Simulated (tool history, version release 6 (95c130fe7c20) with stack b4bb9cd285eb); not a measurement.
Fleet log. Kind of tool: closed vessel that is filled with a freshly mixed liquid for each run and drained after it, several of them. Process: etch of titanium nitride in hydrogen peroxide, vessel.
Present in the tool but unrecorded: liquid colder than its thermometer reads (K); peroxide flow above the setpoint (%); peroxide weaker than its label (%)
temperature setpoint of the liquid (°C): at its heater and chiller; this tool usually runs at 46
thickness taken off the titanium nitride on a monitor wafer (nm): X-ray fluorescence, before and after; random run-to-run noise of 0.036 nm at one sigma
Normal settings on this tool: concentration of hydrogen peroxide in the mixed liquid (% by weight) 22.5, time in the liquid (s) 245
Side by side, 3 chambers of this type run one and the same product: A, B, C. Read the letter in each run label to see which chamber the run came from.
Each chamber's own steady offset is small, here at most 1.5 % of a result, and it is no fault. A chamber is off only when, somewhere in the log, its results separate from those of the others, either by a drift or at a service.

run	hour	temperature setpoint of the liquid (°C)	concentration of hydrogen peroxide in the mixed liquid (% by weight)	time in the liquid (s)	hours since the thermometer was replaced	hours since the peroxide flow meter was replaced	hours since the drum of peroxide was connected	read-back film thickness of the titanium nitride reference wafer, read on the same gauge (nm)	thickness taken off the titanium nitride on a monitor wafer (nm)
1B	7.5	46	22.5	245	1035.4	565.6	310.8	100.050	4.5623
2C	14.9	46	22.5	245	1879.6	995.7	62.3	100.030	4.6685
3A	19.6	46	22.5	245	540.8	1503.7	651.8	100.030	4.6330
4A	27.3	46	22.5	245	548.5	1511.4	659.5	100.020	4.6480
5C	33.6	46	22.5	245	1898.3	1014.4	81.0	100.020	4.6433
6B	38.6	46	22.5	245	1066.5	596.7	341.9	100.020	4.5841
7C	45.4	46	22.5	315	1910.1	1026.2	92.8	99.987	6.0264
8B	50.2	46	22.5	315	1078.1	608.3	353.5	99.993	5.9529
# hour 53.2: chamber B: new drum of peroxide connected
9A	55.3	46	22.5	315	576.5	1539.4	687.5	99.981	5.9847
10B	62.1	46	22.5	245	1090.0	620.2	8.9	99.976	4.5598
11A	69.3	46	22.5	245	590.5	1553.4	701.5	100.030	4.5902
12C	73.7	40	22.5	345	1938.4	1054.5	121.1	100.030	4.2258
13B	77.9	40	22.5	345	1105.8	636.0	24.7	99.979	4.0997
14A	86.3	40	22.5	345	607.5	1570.4	718.5	99.980	4.1064
15C	94.5	46	22.5	245	1959.2	1075.3	141.9	99.974	4.6783
16B	98.3	46	22.5	245	1126.2	656.4	45.1	99.959	4.5170
17A	105.8	46	22.5	245	627.0	1589.9	738.0	100.020	4.6928
18C	111.6	46	22.5	245	1976.3	1092.4	159.0	100.050	4.6580
19B	117.4	46	22.5	245	1145.3	675.5	64.2	99.973	4.5270
20C	122.4	46	22.5	245	1987.1	1103.2	169.8	99.976	4.6680
21A	130.5	38	22.5	245	651.7	1614.6	762.7	99.983	2.5648
22B	136.2	38	22.5	245	1164.1	694.3	83.0	99.982	2.4354
23A	140.7	38	22.5	245	661.9	1624.8	772.9	100.010	2.5213
24C	144.9	46	22.5	245	2009.6	1125.7	192.3	100.030	4.6337
25B	149.2	46	22.5	245	1177.1	707.3	96.0	100.050	4.4828
26A	155.1	46	22.5	245	676.3	1639.2	787.3	99.975	4.5908
27C	160.4	46	22.5	245	2025.1	1141.2	207.8	100.030	4.6681
28A	165.8	46	22.5	245	687.0	1649.9	798.0	99.957	4.6453
# hour 168.0: chamber C: peroxide flow meter replaced
29C	170.2	46	22.5	245	2034.9	2.3	217.6	100.040	4.6102
30B	174.2	46	22.5	245	1202.1	732.3	121.0	99.983	4.4946
31C	182.5	46	22.5	245	2047.2	14.6	229.9	99.988	4.6684
32A	189.2	46	22.5	245	710.4	1673.3	821.4	99.985	4.6352
33B	197.6	46	22.5	245	1225.5	755.7	144.4	100.050	4.5231
34B	203.0	46	22.5	245	1230.9	761.1	149.8	100.010	4.3983
35A	209.8	46	22.5	245	731.0	1693.9	842.0	99.986	4.6339
36C	215.0	46	22.5	245	2079.7	47.1	262.4	100.000	4.6407
37A	219.9	46	22.5	245	741.1	1704.0	852.1	100.000	4.6156
38B	226.2	46	22.5	245	1254.1	784.3	173.0	99.973	4.4042
39C	231.9	52	22.5	295	2096.6	64.0	279.3	100.050	8.6354
40B	238.6	52	22.5	295	1266.5	796.7	185.4	99.980	8.2065
41A	246.3	52	22.5	295	767.5	1730.4	878.5	100.020	8.5079
42C	254.6	46	22.5	245	2119.3	86.7	302.0	100.050	4.7123
43A	261.6	46	22.5	245	782.8	1745.7	893.8	99.981	4.6432
44C	269.5	46	22.5	245	2134.2	101.6	316.9	100.000	4.6330

What goes on in this fleet: one chamber off, a drifting gauge, or nothing beyond the chambers' own small offsets? Name the chamber and the cause, if any.

It is chamber B that slowly wanders off from its peers.
Likeliest cause: liquid colder than its thermometer reads (K) = 0.948.

Which of the 4 candidates below, each the usual settings with something changed and its results left as question marks, puts chamber B back in line with what the other chambers give on the usual settings?
In line here means within this much of the mean the other chambers give on the usual settings: thickness taken off the titanium nitride on a monitor wafer (nm) 0.1300
45B-1	275.6	47.0	22.5	245					?
45B-2	275.6	46.0	25.0	245					?
45B-3	275.6	45.5	22.5	235					?
45B-4	275.6	46.0	22.5	240					?

The other chambers' mean on the usual settings: thickness taken off the titanium nitride on a monitor wafer (nm) 4.6359
run	thickness taken off the titanium nitride on a monitor wafer (nm)
45B-1	4.6112
45B-2	4.3742
45B-3	3.9472
45B-4	4.1876
Change 45B-1 lands the chamber within the allowed miss of the other chambers.
